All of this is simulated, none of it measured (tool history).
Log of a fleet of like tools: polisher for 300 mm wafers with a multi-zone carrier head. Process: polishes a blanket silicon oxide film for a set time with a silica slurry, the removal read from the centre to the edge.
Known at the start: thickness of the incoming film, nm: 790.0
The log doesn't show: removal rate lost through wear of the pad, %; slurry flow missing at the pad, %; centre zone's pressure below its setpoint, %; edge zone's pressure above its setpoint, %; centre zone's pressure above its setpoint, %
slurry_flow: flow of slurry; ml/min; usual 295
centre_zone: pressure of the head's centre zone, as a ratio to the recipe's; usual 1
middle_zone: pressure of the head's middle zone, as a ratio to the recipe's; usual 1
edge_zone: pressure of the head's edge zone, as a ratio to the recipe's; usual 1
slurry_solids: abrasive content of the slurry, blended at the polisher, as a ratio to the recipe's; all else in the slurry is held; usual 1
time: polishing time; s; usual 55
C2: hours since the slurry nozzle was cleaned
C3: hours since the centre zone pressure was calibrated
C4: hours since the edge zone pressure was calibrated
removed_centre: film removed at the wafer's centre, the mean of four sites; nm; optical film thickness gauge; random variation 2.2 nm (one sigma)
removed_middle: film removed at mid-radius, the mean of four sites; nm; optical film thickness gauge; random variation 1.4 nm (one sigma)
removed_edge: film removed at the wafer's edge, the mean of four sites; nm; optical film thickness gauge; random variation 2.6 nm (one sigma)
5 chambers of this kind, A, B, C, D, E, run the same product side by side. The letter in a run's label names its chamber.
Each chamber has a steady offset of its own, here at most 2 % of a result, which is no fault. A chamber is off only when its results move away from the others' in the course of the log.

-- day=0.229 chamber A: worn pad replaced by a new one
-- day=0.262 chamber E: worn pad replaced by a new one
run 1E day=0.375 | slurry_flow=295 centre_zone=1 middle_zone=1 edge_zone=1 slurry_solids=1 time=55 | wafers_polished_on_this_pad=25 C2=117.6 C3=307.8 C4=957 | removed_centre=221.93 removed_middle=223.67 removed_edge=224.66
-- day=0.475 chamber B: worn pad replaced by a new one
run 2D day=0.608 | slurry_flow=295 centre_zone=1 middle_zone=1 edge_zone=1 slurry_solids=1 time=55 | wafers_polished_on_this_pad=361 C2=198 C3=194.8 C4=181.5 | removed_centre=225.04 removed_middle=221.72 removed_edge=223.89
run 3A day=0.979 | slurry_flow=295 centre_zone=1 middle_zone=1 edge_zone=1 slurry_solids=1 time=55 | wafers_polished_on_this_pad=169 C2=389.6 C3=484 C4=1228.4 | removed_centre=223.17 removed_middle=224.41 removed_edge=223.73
-- day=1.154 chamber B: slurry nozzle cleaned
run 4C day=1.275 | slurry_flow=295 centre_zone=1 middle_zone=1 edge_zone=1 slurry_solids=1 time=55 | wafers_polished_on_this_pad=1346 C2=225.1 C3=181.2 C4=63.1 | removed_centre=226.35 removed_middle=219.72 removed_edge=221.52
run 5B day=1.483 | slurry_flow=295 centre_zone=1 middle_zone=1 edge_zone=1 slurry_solids=1 time=55 | wafers_polished_on_this_pad=228 C2=8 C3=1136.2 C4=924.9 | removed_centre=229.09 removed_middle=221.44 removed_edge=223.41
run 6A day=1.817 | slurry_flow=295 centre_zone=1 middle_zone=1 edge_zone=1 slurry_solids=1 time=55 | wafers_polished_on_this_pad=358 C2=409.7 C3=504.1 C4=1248.5 | removed_centre=228.4 removed_middle=224.08 removed_edge=221.15
-- day=1.888 chamber C: worn pad replaced by a new one
run 7E day=2.162 | slurry_flow=295 centre_zone=1 middle_zone=1 edge_zone=1 slurry_solids=1 time=55 | wafers_polished_on_this_pad=428 C2=160.5 C3=350.7 C4=999.9 | removed_centre=225.95 removed_middle=225.15 removed_edge=225.37
-- day=2.342 chamber E: worn pad replaced by a new one
-- day=2.417 chamber D: worn pad replaced by a new one
run 8B day=2.433 | slurry_flow=295 centre_zone=1 middle_zone=1 edge_zone=1 slurry_solids=1 time=55 | wafers_polished_on_this_pad=442 C2=30.8 C3=1159 C4=947.7 | removed_centre=225.48 removed_middle=222.36 removed_edge=226.9
run 9C day=2.783 | slurry_flow=295 centre_zone=1 middle_zone=1 edge_zone=1 slurry_solids=1 time=55 | wafers_polished_on_this_pad=202 C2=261.3 C3=217.4 C4=99.3 | removed_centre=221.63 removed_middle=220.77 removed_edge=224.43
-- day=2.879 chamber E: edge zone pressure recalibrated
-- day=3.121 chamber A: slurry nozzle cleaned
run 10D day=3.154 | slurry_flow=295 centre_zone=1 middle_zone=1 edge_zone=1 slurry_solids=1 time=55 | wafers_polished_on_this_pad=166 C2=259.1 C3=255.9 C4=242.6 | removed_centre=226.2 removed_middle=225.98 removed_edge=221.03
run 11A day=3.475 | slurry_flow=295 centre_zone=1 middle_zone=1 edge_zone=1 slurry_solids=1 time=55 | wafers_polished_on_this_pad=732 C2=8.6 C3=543.9 C4=1288.3 | removed_centre=223.66 removed_middle=221.52 removed_edge=219.84
run 12C day=3.683 | slurry_flow=295 centre_zone=1 middle_zone=1 edge_zone=1 slurry_solids=1 time=55 | wafers_polished_on_this_pad=405 C2=282.9 C3=239 C4=120.9 | removed_centre=223.74 removed_middle=220.23 removed_edge=225.35
run 13B day=3.925 | slurry_flow=295 centre_zone=1 middle_zone=1 edge_zone=1 slurry_solids=1 time=55 | wafers_polished_on_this_pad=779 C2=66.6 C3=1194.8 C4=983.5 | removed_centre=224.18 removed_middle=222.96 removed_edge=227.05
-- day=4.283 chamber B: worn pad replaced by a new one
run 14D day=4.288 | slurry_flow=295 centre_zone=1 middle_zone=1 edge_zone=1 slurry_solids=1 time=55 | wafers_polished_on_this_pad=422 C2=286.3 C3=283.1 C4=269.8 | removed_centre=224.66 removed_middle=226.16 removed_edge=224.71
-- day=4.721 chamber E: worn pad replaced by a new one
run 15E day=4.721 | slurry_flow=295 centre_zone=1 middle_zone=1 edge_zone=1 slurry_solids=1 time=55 | wafers_polished_on_this_pad=0 C2=221.9 C3=412.1 C4=44.2 | removed_centre=225.56 removed_middle=224.52 removed_edge=224.68
-- day=5.012 chamber A: edge zone pressure recalibrated
run 16E day=5.038 | slurry_flow=295 centre_zone=1 middle_zone=1 edge_zone=1 slurry_solids=1 time=55 | wafers_polished_on_this_pad=72 C2=229.5 C3=419.7 C4=51.8 | removed_centre=229.19 removed_middle=225.82 removed_edge=225.97
run 17D day=5.258 | slurry_flow=295 centre_zone=1 middle_zone=1 edge_zone=1 slurry_solids=1 time=55 | wafers_polished_on_this_pad=641 C2=309.6 C3=306.4 C4=293.1 | removed_centre=222.96 removed_middle=223.2 removed_edge=225.35
run 18B day=5.538 | slurry_flow=295 centre_zone=1 middle_zone=1 edge_zone=1 slurry_solids=1 time=55 | wafers_polished_on_this_pad=283 C2=105.3 C3=1233.5 C4=1022.2 | removed_centre=228.32 removed_middle=222.97 removed_edge=228.38
-- day=5.708 chamber A: worn pad replaced by a new one
run 19A day=5.792 | slurry_flow=295 centre_zone=1 middle_zone=1 edge_zone=1 slurry_solids=1 time=55 | wafers_polished_on_this_pad=18 C2=64.2 C3=599.5 C4=18.8 | removed_centre=225.75 removed_middle=225.29 removed_edge=220.46
run 20C day=6.062 | slurry_flow=295 centre_zone=1 middle_zone=1 edge_zone=1 slurry_solids=1 time=55 | wafers_polished_on_this_pad=942 C2=340 C3=296.1 C4=178 | removed_centre=225.53 removed_middle=221.09 removed_edge=227.16
-- day=6.096 chamber D: worn pad replaced by a new one
run 21C day=6.325 | slurry_flow=295 centre_zone=1 middle_zone=1 edge_zone=1 slurry_solids=1 time=55 | wafers_polished_on_this_pad=1001 C2=346.3 C3=302.4 C4=184.3 | removed_centre=227.03 removed_middle=219.03 removed_edge=222.72
run 22A day=6.679 | slurry_flow=295 centre_zone=1 middle_zone=1 edge_zone=1 slurry_solids=1 time=55 | wafers_polished_on_this_pad=219 C2=85.5 C3=620.8 C4=40.1 | removed_centre=223.95 removed_middle=225.67 removed_edge=223.54
-- day=6.7 chamber E: worn pad replaced by a new one
run 23E day=6.917 | slurry_flow=295 centre_zone=1 middle_zone=1 edge_zone=1 slurry_solids=1 time=55 | wafers_polished_on_this_pad=49 C2=274.6 C3=464.8 C4=96.9 | removed_centre=225.59 removed_middle=225.76 removed_edge=222.16
run 24B day=7.15 | slurry_flow=295 centre_zone=1 middle_zone=1 edge_zone=1 slurry_solids=1 time=55 | wafers_polished_on_this_pad=647 C2=144 C3=1272.2 C4=1060.9 | removed_centre=223.72 removed_middle=223.33 removed_edge=227.92
run 25D day=7.562 | slurry_flow=295 centre_zone=1 middle_zone=1 edge_zone=1 slurry_solids=1 time=55 | wafers_polished_on_this_pad=331 C2=364.9 C3=361.7 C4=348.4 | removed_centre=229.67 removed_middle=223.33 removed_edge=228.65
run 26A day=7.779 | slurry_flow=295 centre_zone=1 middle_zone=1 edge_zone=1 slurry_solids=1 time=61 | wafers_polished_on_this_pad=467 C2=111.9 C3=647.2 C4=66.5 | removed_centre=254.33 removed_middle=249.38 removed_edge=247.77
-- day=8.096 chamber B: worn pad replaced by a new one
run 27E day=8.133 | slurry_flow=295 centre_zone=1 middle_zone=1 edge_zone=1 slurry_solids=1 time=61 | wafers_polished_on_this_pad=323 C2=303.8 C3=494 C4=126.1 | removed_centre=252.78 removed_middle=250.49 removed_edge=252.76
run 28B day=8.45 | slurry_flow=295 centre_zone=1 middle_zone=1 edge_zone=1 slurry_solids=1 time=61 | wafers_polished_on_this_pad=80 C2=175.2 C3=1303.4 C4=1092.1 | removed_centre=248 removed_middle=246.74 removed_edge=252.97
run 29D day=8.804 | slurry_flow=295 centre_zone=1 middle_zone=1 edge_zone=1 slurry_solids=1 time=61 | wafers_polished_on_this_pad=611 C2=394.7 C3=391.5 C4=378.2 | removed_centre=246.43 removed_middle=248.29 removed_edge=249.32
-- day=9.012 chamber C: worn pad replaced by a new one
-- day=9.158 chamber D: worn pad replaced by a new one
run 30C day=9.2 | slurry_flow=295 centre_zone=1 middle_zone=1 edge_zone=1 slurry_solids=1 time=61 | wafers_polished_on_this_pad=43 C2=415.3 C3=371.4 C4=253.3 | removed_centre=249.45 removed_middle=242.81 removed_edge=250.88
run 31C day=9.629 | slurry_flow=295 centre_zone=1 middle_zone=1 edge_zone=1 slurry_solids=1 time=55 | wafers_polished_on_this_pad=139 C2=425.6 C3=381.7 C4=263.6 | removed_centre=226.05 removed_middle=222.06 removed_edge=220.01
run 32B day=10.033 | slurry_flow=295 centre_zone=1 middle_zone=1 edge_zone=1 slurry_solids=1 time=55 | wafers_polished_on_this_pad=437 C2=213.2 C3=1341.4 C4=1130.1 | removed_centre=224.54 removed_middle=223.35 removed_edge=229.11
run 33D day=10.475 | slurry_flow=295 centre_zone=1 middle_zone=1.07 edge_zone=1 slurry_solids=0.8 time=55 | wafers_polished_on_this_pad=297 C2=434.8 C3=431.6 C4=418.3 | removed_centre=200.86 removed_middle=212.79 removed_edge=199.42

All 5 chambers run these settings next. Forecast each chamber's results:
run 34A day=10.796 | slurry_flow=295 centre_zone=1 middle_zone=1 edge_zone=1 slurry_solids=1 time=55 | removed_centre=? removed_middle=? removed_edge=?
run 34B day=10.796 | slurry_flow=295 centre_zone=1 middle_zone=1 edge_zone=1 slurry_solids=1 time=55 | removed_centre=? removed_middle=? removed_edge=?
run 34C day=10.796 | slurry_flow=295 centre_zone=1 middle_zone=1 edge_zone=1 slurry_solids=1 time=55 | removed_centre=? removed_middle=? removed_edge=?
run 34D day=10.796 | slurry_flow=295 centre_zone=1 middle_zone=1 edge_zone=1 slurry_solids=1 time=55 | removed_centre=? removed_middle=? removed_edge=?
run 34E day=10.796 | slurry_flow=295 centre_zone=1 middle_zone=1 edge_zone=1 slurry_solids=1 time=55 | removed_centre=? removed_middle=? removed_edge=?

run=34A removed_centre=226.54 removed_middle=223.83 removed_edge=219.35
run=34B removed_centre=226.05 removed_middle=221.91 removed_edge=229.09
run=34C removed_centre=226.26 removed_middle=220.3 removed_edge=221.62
run=34D removed_centre=227.89 removed_middle=222.4 removed_edge=223.4
run=34E removed_centre=230.17 removed_middle=225.84 removed_edge=226.01
